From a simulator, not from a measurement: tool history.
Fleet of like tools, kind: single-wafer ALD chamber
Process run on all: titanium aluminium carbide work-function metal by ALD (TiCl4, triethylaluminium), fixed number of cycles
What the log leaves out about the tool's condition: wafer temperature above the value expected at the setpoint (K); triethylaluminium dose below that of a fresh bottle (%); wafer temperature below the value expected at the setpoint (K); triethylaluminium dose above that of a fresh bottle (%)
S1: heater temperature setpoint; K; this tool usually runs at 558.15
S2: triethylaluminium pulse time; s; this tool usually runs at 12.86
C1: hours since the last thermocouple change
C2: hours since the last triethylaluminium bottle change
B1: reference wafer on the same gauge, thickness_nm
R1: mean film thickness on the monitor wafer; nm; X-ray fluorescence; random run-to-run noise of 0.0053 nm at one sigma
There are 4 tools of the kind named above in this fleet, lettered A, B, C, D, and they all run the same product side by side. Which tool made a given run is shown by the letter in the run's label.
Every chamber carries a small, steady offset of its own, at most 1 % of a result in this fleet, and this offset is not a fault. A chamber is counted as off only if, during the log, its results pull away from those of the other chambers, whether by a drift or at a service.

run,day,S1,S2,C1,C2,B1,R1
1A,0.179,558.15,12.86,141,571.7,1.9812,1.9119
2C,0.325,558.15,12.86,1701.9,539.7,1.9795,1.9107
3B,0.479,558.15,12.86,1490.7,328.7,1.9788,1.9095
4D,0.65,558.15,12.86,822.9,615.9,1.9793,1.896
5B,0.829,558.15,12.86,1499.1,337.1,1.9809,1.9097
6D,0.996,558.15,12.86,831.2,624.2,1.9799,1.8986
7C,1.129,558.15,12.86,1721.2,559,1.9807,1.9073
8A,1.262,558.15,12.86,167,597.7,1.9796,1.9264
9B,1.35,558.15,12.86,1511.6,349.6,1.9808,1.9178
10C,1.508,558.15,12.86,1730.3,568.1,1.9801,1.9006
11D,1.671,558.15,12.86,847.4,640.4,1.9809,1.888
12A,1.788,558.15,12.86,179.6,610.3,1.9791,1.9158
13D,1.938,558.15,12.86,853.8,646.8,1.9807,1.8866
14B,2.075,558.15,12.86,1529,367,1.9797,1.9162
15A,2.271,558.15,12.86,191.2,621.9,1.9797,1.9201
16C,2.45,558.15,12.86,1752.9,590.7,1.98,1.8977
17B,2.583,558.15,12.86,1541.2,379.2,1.9809,1.908
18A,2.758,558.15,12.86,202.9,633.6,1.9799,1.9169
19D,2.904,558.15,9.57,877,670,1.9802,1.8474
20C,3.021,558.15,9.57,1766.6,604.4,1.9781,1.8662
# day 3.054: chamber C: triethylaluminium bottle replaced
21A,3.192,558.15,9.57,213.3,644,1.9789,1.8696
22D,3.283,558.15,9.57,886.1,679.1,1.9806,1.8466
23B,3.467,558.15,12.86,1562.4,400.4,1.9795,1.903
24C,3.65,558.15,12.86,1781.7,14.3,1.9809,1.9074
25D,3.833,546.15,12.86,899.3,692.3,1.9821,1.792
26B,3.967,546.15,12.86,1574.4,412.4,1.9812,1.8062
27C,4.067,546.15,12.86,1791.7,24.3,1.9806,1.7956
28A,4.262,546.15,12.86,239,669.7,1.9785,1.8148
29D,4.458,558.15,12.86,914.3,707.3,1.9795,1.8912
30A,4.617,553.15,15.67,247.5,678.2,1.9802,1.8944
31C,4.733,553.15,15.67,1807.7,40.3,1.9802,1.8824
32B,4.896,553.15,15.67,1596.7,434.7,1.9797,1.8719
33D,5.008,553.15,15.67,927.5,720.5,1.9803,1.8621
34B,5.208,558.15,12.86,1604.2,442.2,1.9806,1.8897
35C,5.358,558.15,12.86,1822.7,55.3,1.9804,1.9092
36A,5.488,558.15,12.86,268.4,699.1,1.9805,1.9209
37A,5.629,558.15,12.86,271.8,702.5,1.9809,1.9149
# day 5.638: chamber D: triethylaluminium bottle replaced
38D,5.775,558.15,12.86,945.9,3.4,1.98,1.8904
39C,5.958,546.15,10.78,1837.1,69.7,1.979,1.7815
40B,6.1,546.15,10.78,1625.6,463.6,1.9803,1.7355
41C,6.296,546.15,10.78,1845.2,77.8,1.9797,1.797
42D,6.396,546.15,10.78,960.8,18.3,1.9797,1.7627
43A,6.525,558.15,12.86,293.3,724,1.9795,1.9227
44B,6.642,558.15,12.86,1638.6,476.6,1.9801,1.869

Predict what each chamber gives when all 4 of them run the settings below next.
45A,6.788,558.15,9.32,,,,?
45B,6.788,558.15,9.32,,,,?
45C,6.788,558.15,9.32,,,,?
45D,6.788,558.15,9.32,,,,?

run,R1
45A,1.8632
45B,1.7842
45C,1.8585
45D,1.8327
